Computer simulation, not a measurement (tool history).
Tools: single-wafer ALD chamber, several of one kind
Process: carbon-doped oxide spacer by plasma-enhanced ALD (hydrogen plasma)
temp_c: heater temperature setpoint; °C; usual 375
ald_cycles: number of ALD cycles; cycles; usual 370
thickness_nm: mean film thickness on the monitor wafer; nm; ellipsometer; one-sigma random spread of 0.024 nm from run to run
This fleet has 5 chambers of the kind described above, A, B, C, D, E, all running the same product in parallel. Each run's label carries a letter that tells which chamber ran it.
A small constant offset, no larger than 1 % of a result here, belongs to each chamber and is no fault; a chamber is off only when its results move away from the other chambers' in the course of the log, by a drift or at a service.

run  hour  temp_c  ald_cycles  read-back reference wafer on the same gauge, thickness_nm  thickness_nm
 1C   3.3     375         370                                                     16.691        18.306
 2A   6.0     375         370                                                     16.694        18.482
 3B   8.7     375         370                                                     16.692        18.663
 4E  11.3     375         370                                                     16.697        18.527
 5D  13.9     375         370                                                     16.687        18.438
 6C  15.7     375         370                                                     16.692        18.334
 7B  17.7     367         431                                                     16.683        21.755
 8E  21.3     367         431                                                     16.684        21.547
 9D  24.1     367         431                                                     16.677        21.415
10A  27.0     367         431                                                     16.672        21.524
11E  29.7     367         431                                                     16.674        21.563
12C  33.4     375         370                                                     16.667        18.325
13D  35.9     375         370                                                     16.672        18.378
14A  38.8     385         401                                                     16.668        20.058
15B  41.6     385         401                                                     16.670        20.188
16D  45.1     385         401                                                     16.663        19.899
17A  49.0     385         401                                                     16.653        20.048
18C  51.8     385         401                                                     16.654        19.837
19B  54.1     375         370                                                     16.654        18.628
20E  58.3     375         370                                                     16.654        18.476
21D  60.7     375         433                                                     16.649        21.481
22B  64.6     375         433                                                     16.637        21.800
23C  67.3     375         433                                                     16.644        21.351
24E  70.2     375         433                                                     16.637        21.610
25A  73.8     375         433                                                     16.635        21.590
26E  77.8     375         370                                                     16.633        18.431
27A  80.9     375         370                                                     16.630        18.465
28C  83.3     375         370                                                     16.622        18.296
29B  86.0     382         370                                                     16.625        18.576
30D  89.5     382         370                                                     16.619        18.325
31A  92.2     382         370                                                     16.620        18.436
32C  95.2     382         370                                                     16.617        18.279
33D  98.7     382         370                                                     16.619        18.375

Which is it: a chamber that has drifted or been left off by a service, a gauge drift common to all chambers, or only each chamber's usual small offset? If a chamber is off, name it and its likeliest cause.

Every chamber seems to shift together because the gauge that measures them all drifts; the chambers themselves are fine.
What lies behind it: gauge reads low (%) = 0.537.
